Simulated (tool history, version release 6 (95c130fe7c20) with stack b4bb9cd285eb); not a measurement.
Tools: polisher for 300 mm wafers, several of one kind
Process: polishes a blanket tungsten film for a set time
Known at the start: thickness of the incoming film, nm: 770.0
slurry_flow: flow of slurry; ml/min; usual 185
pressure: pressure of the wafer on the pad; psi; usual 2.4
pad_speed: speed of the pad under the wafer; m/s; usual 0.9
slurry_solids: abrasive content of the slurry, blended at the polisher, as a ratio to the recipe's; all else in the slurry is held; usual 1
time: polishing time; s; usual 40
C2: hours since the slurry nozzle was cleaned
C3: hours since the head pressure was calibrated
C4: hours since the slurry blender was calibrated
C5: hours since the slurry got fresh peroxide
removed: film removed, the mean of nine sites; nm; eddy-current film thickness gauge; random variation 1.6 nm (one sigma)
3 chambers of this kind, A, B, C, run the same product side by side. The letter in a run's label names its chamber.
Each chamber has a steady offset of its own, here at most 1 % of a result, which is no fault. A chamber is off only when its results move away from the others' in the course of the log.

run 1A hour=7.5 | slurry_flow=185 pressure=2.4 pad_speed=0.9 slurry_solids=1 time=40 | wafers_polished_on_this_pad=520 C2=424.8 C3=20.7 C4=298 C5=81.2 | removed=111.39
run 2C hour=18.7 | slurry_flow=185 pressure=2.4 pad_speed=0.9 slurry_solids=1 time=40 | wafers_polished_on_this_pad=914 C2=242.6 C3=648.9 C4=56.1 C5=58 | removed=114.51
-- hour=26.6 chamber B: worn pad replaced by a new one
run 3B hour=27.2 | slurry_flow=185 pressure=2.4 pad_speed=0.9 slurry_solids=1 time=40 | wafers_polished_on_this_pad=11 C2=372.1 C3=555.1 C4=205.1 C5=98.1 | removed=113.25
-- hour=32.2 chamber C: slurry tank refilled with fresh slurry and peroxide
-- hour=36.9 chamber C: worn pad replaced by a new one
run 4C hour=41.2 | slurry_flow=185 pressure=2.4 pad_speed=0.9 slurry_solids=1 time=40 | wafers_polished_on_this_pad=74 C2=265.1 C3=671.4 C4=78.6 C5=9.1 | removed=115.63
-- hour=45.8 chamber B: slurry tank refilled with fresh slurry and peroxide
run 5B hour=49.4 | slurry_flow=185 pressure=2.4 pad_speed=0.9 slurry_solids=1 time=40 | wafers_polished_on_this_pad=388 C2=394.3 C3=577.3 C4=227.3 C5=3.7 | removed=116.85
-- hour=55.8 chamber A: worn pad replaced by a new one
run 6A hour=56.2 | slurry_flow=185 pressure=2.4 pad_speed=0.9 slurry_solids=1 time=40 | wafers_polished_on_this_pad=8 C2=473.5 C3=69.4 C4=346.7 C5=129.9 | removed=113.59
-- hour=63 chamber A: slurry tank refilled with fresh slurry and peroxide
run 7B hour=64.7 | slurry_flow=185 pressure=2.4 pad_speed=0.9 slurry_solids=1 time=40 | wafers_polished_on_this_pad=648 C2=409.6 C3=592.6 C4=242.6 C5=19 | removed=116.16
run 8C hour=74.8 | slurry_flow=185 pressure=2.4 pad_speed=0.9 slurry_solids=1 time=40 | wafers_polished_on_this_pad=645 C2=298.7 C3=705 C4=112.2 C5=42.7 | removed=113.99
run 9A hour=87.4 | slurry_flow=185 pressure=2.4 pad_speed=0.9 slurry_solids=1 time=40 | wafers_polished_on_this_pad=538 C2=504.7 C3=100.6 C4=377.9 C5=24.4 | removed=111.48
-- hour=91.1 chamber B: worn pad replaced by a new one
run 10C hour=99.2 | slurry_flow=185 pressure=2.4 pad_speed=0.9 slurry_solids=0.7 time=40 | wafers_polished_on_this_pad=1059 C2=323.1 C3=729.4 C4=136.6 C5=67.1 | removed=105.76
-- hour=101.1 chamber B: head pressure recalibrated
-- hour=103.4 chamber C: worn pad replaced by a new one
-- hour=107.2 chamber C: slurry tank refilled with fresh slurry and peroxide
run 11A hour=110.1 | slurry_flow=185 pressure=2.4 pad_speed=0.9 slurry_solids=0.7 time=40 | wafers_polished_on_this_pad=923 C2=527.4 C3=123.3 C4=400.6 C5=47.1 | removed=104.39
run 12B hour=116.8 | slurry_flow=185 pressure=2.4 pad_speed=0.9 slurry_solids=0.7 time=40 | wafers_polished_on_this_pad=438 C2=461.7 C3=15.7 C4=294.7 C5=71.1 | removed=93.301
run 13A hour=127.6 | slurry_flow=185 pressure=2.4 pad_speed=0.9 slurry_solids=1 time=40 | wafers_polished_on_this_pad=1221 C2=544.9 C3=140.8 C4=418.1 C5=64.6 | removed=112.4
-- hour=139.2 chamber A: worn pad replaced by a new one
-- hour=139.3 chamber A: slurry blender recalibrated
run 14B hour=140.7 | slurry_flow=185 pressure=2.4 pad_speed=0.9 slurry_solids=1 time=40 | wafers_polished_on_this_pad=844 C2=485.6 C3=39.6 C4=318.6 C5=95 | removed=100.52
-- hour=143.9 chamber C: slurry blender recalibrated
run 15C hour=146.9 | slurry_flow=185 pressure=2.4 pad_speed=0.9 slurry_solids=1 time=40 | wafers_polished_on_this_pad=739 C2=370.8 C3=777.1 C4=3 C5=39.8 | removed=113.14
-- hour=150.8 chamber B: worn pad replaced by a new one
run 16B hour=158.2 | slurry_flow=185 pressure=2.4 pad_speed=0.9 slurry_solids=1 time=40 | wafers_polished_on_this_pad=125 C2=503.1 C3=57.1 C4=336.1 C5=112.5 | removed=100.01
-- hour=162.7 chamber B: slurry tank refilled with fresh slurry and peroxide
-- hour=165.9 chamber C: worn pad replaced by a new one
-- hour=168 chamber C: slurry tank refilled with fresh slurry and peroxide
run 17A hour=171.3 | slurry_flow=185 pressure=2.4 pad_speed=0.9 slurry_solids=1 time=40 | wafers_polished_on_this_pad=546 C2=588.6 C3=184.5 C4=32.1 C5=108.3 | removed=113.13
-- hour=174.3 chamber C: head pressure recalibrated
-- hour=182.2 chamber A: slurry nozzle cleaned
run 18C hour=183.5 | slurry_flow=185 pressure=2.4 pad_speed=0.9 slurry_solids=1 time=40 | wafers_polished_on_this_pad=300 C2=407.4 C3=9.2 C4=39.6 C5=15.6 | removed=114.06
run 19C hour=196.4 | slurry_flow=185 pressure=2.4 pad_speed=0.9 slurry_solids=1 time=40 | wafers_polished_on_this_pad=519 C2=420.3 C3=22.1 C4=52.5 C5=28.5 | removed=113.52
-- hour=206.7 chamber A: slurry tank refilled with fresh slurry and peroxide
run 20A hour=209.9 | slurry_flow=185 pressure=2.4 pad_speed=0.9 slurry_solids=1 time=40 | wafers_polished_on_this_pad=1202 C2=27.8 C3=223.1 C4=70.7 C5=3.3 | removed=114.09
-- hour=220 chamber A: worn pad replaced by a new one
run 21B hour=222.2 | slurry_flow=185 pressure=2.4 pad_speed=0.9 slurry_solids=1 time=40 | wafers_polished_on_this_pad=1213 C2=567.1 C3=121.1 C4=400.1 C5=59.5 | removed=100.14
-- hour=223 chamber B: worn pad replaced by a new one
-- hour=228.6 chamber C: worn pad replaced by a new one
run 22A hour=232.7 | slurry_flow=185 pressure=2.4 pad_speed=0.9 slurry_solids=1 time=40 | wafers_polished_on_this_pad=216 C2=50.6 C3=245.9 C4=93.5 C5=26.1 | removed=112.81
-- hour=239.2 chamber C: slurry tank refilled with fresh slurry and peroxide
run 23B hour=241.1 | slurry_flow=185 pressure=2.4 pad_speed=0.9 slurry_solids=1.2 time=45 | wafers_polished_on_this_pad=308 C2=586 C3=140 C4=419 C5=78.4 | removed=119.3
run 24C hour=251.8 | slurry_flow=185 pressure=2.4 pad_speed=0.9 slurry_solids=1.2 time=45 | wafers_polished_on_this_pad=394 C2=475.7 C3=77.5 C4=107.9 C5=12.7 | removed=133.39
-- hour=252 chamber B: slurry blender recalibrated
run 25B hour=262.5 | slurry_flow=185 pressure=2.4 pad_speed=0.9 slurry_solids=1.2 time=45 | wafers_polished_on_this_pad=671 C2=607.4 C3=161.4 C4=10.5 C5=99.8 | removed=121.35
-- hour=265.1 chamber B: slurry tank refilled with fresh slurry and peroxide
-- hour=268.6 chamber C: slurry nozzle cleaned
run 26C hour=268.8 | slurry_flow=185 pressure=2.4 pad_speed=0.9 slurry_solids=1 time=40 | wafers_polished_on_this_pad=683 C2=0.2 C3=94.5 C4=124.9 C5=29.7 | removed=114.7
run 27A hour=280.6 | slurry_flow=185 pressure=2.4 pad_speed=0.9 slurry_solids=1 time=40 | wafers_polished_on_this_pad=1030 C2=98.5 C3=293.8 C4=141.4 C5=74 | removed=110.52
-- hour=286.5 chamber B: slurry nozzle cleaned
-- hour=291.1 chamber B: worn pad replaced by a new one
run 28B hour=293 | slurry_flow=185 pressure=2.4 pad_speed=0.9 slurry_solids=1 time=40 | wafers_polished_on_this_pad=32 C2=6.6 C3=191.9 C4=41 C5=28 | removed=102.01
-- hour=295.7 chamber C: worn pad replaced by a new one
run 29C hour=299.8 | slurry_flow=185 pressure=2.4 pad_speed=0.9 slurry_solids=1 time=40 | wafers_polished_on_this_pad=70 C2=31.2 C3=125.5 C4=155.9 C5=60.7 | removed=116.04
-- hour=307.3 chamber A: worn pad replaced by a new one
-- hour=308.7 chamber C: slurry tank refilled with fresh slurry and peroxide
run 30A hour=310.9 | slurry_flow=185 pressure=2.4 pad_speed=1 slurry_solids=1 time=40 | wafers_polished_on_this_pad=61 C2=128.8 C3=324.1 C4=171.7 C5=104.3 | removed=127.62
run 31A hour=320.2 | slurry_flow=185 pressure=2.4 pad_speed=1 slurry_solids=1 time=40 | wafers_polished_on_this_pad=219 C2=138.1 C3=333.4 C4=181 C5=113.6 | removed=126.4
run 32C hour=329.4 | slurry_flow=185 pressure=2.4 pad_speed=1 slurry_solids=1 time=40 | wafers_polished_on_this_pad=573 C2=60.8 C3=155.1 C4=185.5 C5=20.7 | removed=130.05

Is one chamber off against the others, does the gauge drift, or is nothing wrong? If a chamber is off, say which, and what the likeliest cause is.

A service left chamber B off against the others.
Cause: head's pressure below its setpoint, % = 10.8.

Here are 4 candidates for chamber B's next run, each the usual settings with a change, their results left as question marks. Which one brings its results back in line with what the others give on the usual settings?
In line means no further than this from the other chambers' mean on the usual settings: removed 5.7 nm
run 33B-1 hour=339.7 | slurry_flow=185 pressure=2.6 pad_speed=0.96 slurry_solids=1 time=43 | removed=?
run 33B-2 hour=339.7 | slurry_flow=185 pressure=2.3 pad_speed=0.86 slurry_solids=1 time=38 | removed=?
run 33B-3 hour=339.7 | slurry_flow=185 pressure=2.5 pad_speed=0.9 slurry_solids=1 time=43 | removed=?
run 33B-4 hour=339.7 | slurry_flow=180 pressure=2.4 pad_speed=0.72 slurry_solids=1 time=40 | removed=?

The other chambers' mean on the usual settings: removed 114.27 nm
run=33B-1 removed=126.66
run=33B-2 removed=88.687
run=33B-3 removed=114.22
run=33B-4 removed=81.54
33B-3 brings the chamber back in line.
